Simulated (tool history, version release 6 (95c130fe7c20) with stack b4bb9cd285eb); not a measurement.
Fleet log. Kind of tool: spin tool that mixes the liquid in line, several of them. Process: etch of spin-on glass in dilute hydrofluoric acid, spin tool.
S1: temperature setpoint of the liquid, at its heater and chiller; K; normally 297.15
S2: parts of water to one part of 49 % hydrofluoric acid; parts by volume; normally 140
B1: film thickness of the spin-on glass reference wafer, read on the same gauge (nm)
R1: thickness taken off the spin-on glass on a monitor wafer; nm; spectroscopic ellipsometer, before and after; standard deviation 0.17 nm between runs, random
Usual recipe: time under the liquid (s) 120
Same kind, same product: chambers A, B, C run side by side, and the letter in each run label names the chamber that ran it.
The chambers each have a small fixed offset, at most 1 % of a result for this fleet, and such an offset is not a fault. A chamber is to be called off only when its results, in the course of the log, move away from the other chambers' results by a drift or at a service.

{"run": "1A", "hour": 6.2, "S1": 297.15, "S2": 140, "time under the liquid (s)": 120, "B1": 80.002, "R1": 35.075}
{"run": "2C", "hour": 16.1, "S1": 297.15, "S2": 140, "time under the liquid (s)": 120, "B1": 79.969, "R1": 35.552}
{"run": "3B", "hour": 21.1, "S1": 297.15, "S2": 140, "time under the liquid (s)": 120, "B1": 80.027, "R1": 35.331}
{"run": "4B", "hour": 27.6, "S1": 297.15, "S2": 140, "time under the liquid (s)": 120, "B1": 79.971, "R1": 35.502}
{"run": "5A", "hour": 34.9, "S1": 297.15, "S2": 140, "time under the liquid (s)": 120, "B1": 79.993, "R1": 35.368}
{"run": "6C", "hour": 39.6, "S1": 297.15, "S2": 140, "time under the liquid (s)": 120, "B1": 80.011, "R1": 35.384}
{"run": "7B", "hour": 46.3, "S1": 297.15, "S2": 140, "time under the liquid (s)": 120, "B1": 79.995, "R1": 35.088}
{"run": "8C", "hour": 55.5, "S1": 297.15, "S2": 140, "time under the liquid (s)": 120, "B1": 80.002, "R1": 35.352}
{"run": "9A", "hour": 64.0, "S1": 297.15, "S2": 140, "time under the liquid (s)": 120, "B1": 80.022, "R1": 35.129}
{"run": "10A", "hour": 69.5, "S1": 297.15, "S2": 140, "time under the liquid (s)": 120, "B1": 80.007, "R1": 35.092}
{"run": "11B", "hour": 76.4, "S1": 297.15, "S2": 140, "time under the liquid (s)": 120, "B1": 80.019, "R1": 34.876}
{"run": "12C", "hour": 83.2, "S1": 294.15, "S2": 140, "time under the liquid (s)": 170, "B1": 79.966, "R1": 44.48}
{"run": "13B", "hour": 89.3, "S1": 294.15, "S2": 140, "time under the liquid (s)": 170, "B1": 79.987, "R1": 44.743}
{"run": "14A", "hour": 95.3, "S1": 294.15, "S2": 140, "time under the liquid (s)": 170, "B1": 80.006, "R1": 43.993}
{"run": "15C", "hour": 103.2, "S1": 301.15, "S2": 140, "time under the liquid (s)": 185, "B1": 79.965, "R1": 62.647}
{"run": "16A", "hour": 109.3, "S1": 301.15, "S2": 140, "time under the liquid (s)": 185, "B1": 80.051, "R1": 62.439}
{"run": "17B", "hour": 117.7, "S1": 301.15, "S2": 140, "time under the liquid (s)": 185, "B1": 80.024, "R1": 63.532}
{"run": "18C", "hour": 125.6, "S1": 297.15, "S2": 140, "time under the liquid (s)": 120, "B1": 80.051, "R1": 35.547}
{"run": "19A", "hour": 135.2, "S1": 297.15, "S2": 140, "time under the liquid (s)": 120, "B1": 80.032, "R1": 34.564}
{"run": "20C", "hour": 142.6, "S1": 294.15, "S2": 95, "time under the liquid (s)": 120, "B1": 80.06, "R1": 48.216}
{"run": "21B", "hour": 148.8, "S1": 294.15, "S2": 95, "time under the liquid (s)": 120, "B1": 80.004, "R1": 48.744}
{"run": "22C", "hour": 159.3, "S1": 294.15, "S2": 95, "time under the liquid (s)": 120, "B1": 79.981, "R1": 48.765}
{"run": "23B", "hour": 166.2, "S1": 297.15, "S2": 140, "time under the liquid (s)": 120, "B1": 79.954, "R1": 34.788}
{"run": "24A", "hour": 175.3, "S1": 297.15, "S2": 140, "time under the liquid (s)": 120, "B1": 80.02, "R1": 34.296}
{"run": "25A", "hour": 182.7, "S1": 297.15, "S2": 140, "time under the liquid (s)": 120, "B1": 79.985, "R1": 34.385}
{"run": "26C", "hour": 190.4, "S1": 297.15, "S2": 140, "time under the liquid (s)": 120, "B1": 79.991, "R1": 35.575}
{"run": "27B", "hour": 199.1, "S1": 297.15, "S2": 140, "time under the liquid (s)": 120, "B1": 80.023, "R1": 35.436}
{"run": "28A", "hour": 209.6, "S1": 297.15, "S2": 140, "time under the liquid (s)": 120, "B1": 79.981, "R1": 33.746}
{"run": "29B", "hour": 218.2, "S1": 297.15, "S2": 140, "time under the liquid (s)": 120, "B1": 79.976, "R1": 35.381}
{"run": "30C", "hour": 223.2, "S1": 301.15, "S2": 140, "time under the liquid (s)": 120, "B1": 80.026, "R1": 41.055}
{"run": "31C", "hour": 232.0, "S1": 301.15, "S2": 140, "time under the liquid (s)": 120, "B1": 79.976, "R1": 40.981}
{"run": "32A", "hour": 241.2, "S1": 301.15, "S2": 140, "time under the liquid (s)": 120, "B1": 79.997, "R1": 39.054}
{"run": "33B", "hour": 248.6, "S1": 297.15, "S2": 140, "time under the liquid (s)": 120, "B1": 79.975, "R1": 35.238}
{"run": "34C", "hour": 253.9, "S1": 297.15, "S2": 140, "time under the liquid (s)": 120, "B1": 79.975, "R1": 35.29}
{"run": "35B", "hour": 263.7, "S1": 297.15, "S2": 140, "time under the liquid (s)": 120, "B1": 80.017, "R1": 35.262}

All chambers now run identical settings, listed one chamber a line with results as question marks. What results will each chamber show?
{"run": "36A", "hour": 271.3, "S1": 297.15, "S2": 140, "time under the liquid (s)": 120, "R1": "?"}
{"run": "36B", "hour": 271.3, "S1": 297.15, "S2": 140, "time under the liquid (s)": 120, "R1": "?"}
{"run": "36C", "hour": 271.3, "S1": 297.15, "S2": 140, "time under the liquid (s)": 120, "R1": "?"}

run=36A R1=33.090
run=36B R1=35.334
run=36C R1=35.035

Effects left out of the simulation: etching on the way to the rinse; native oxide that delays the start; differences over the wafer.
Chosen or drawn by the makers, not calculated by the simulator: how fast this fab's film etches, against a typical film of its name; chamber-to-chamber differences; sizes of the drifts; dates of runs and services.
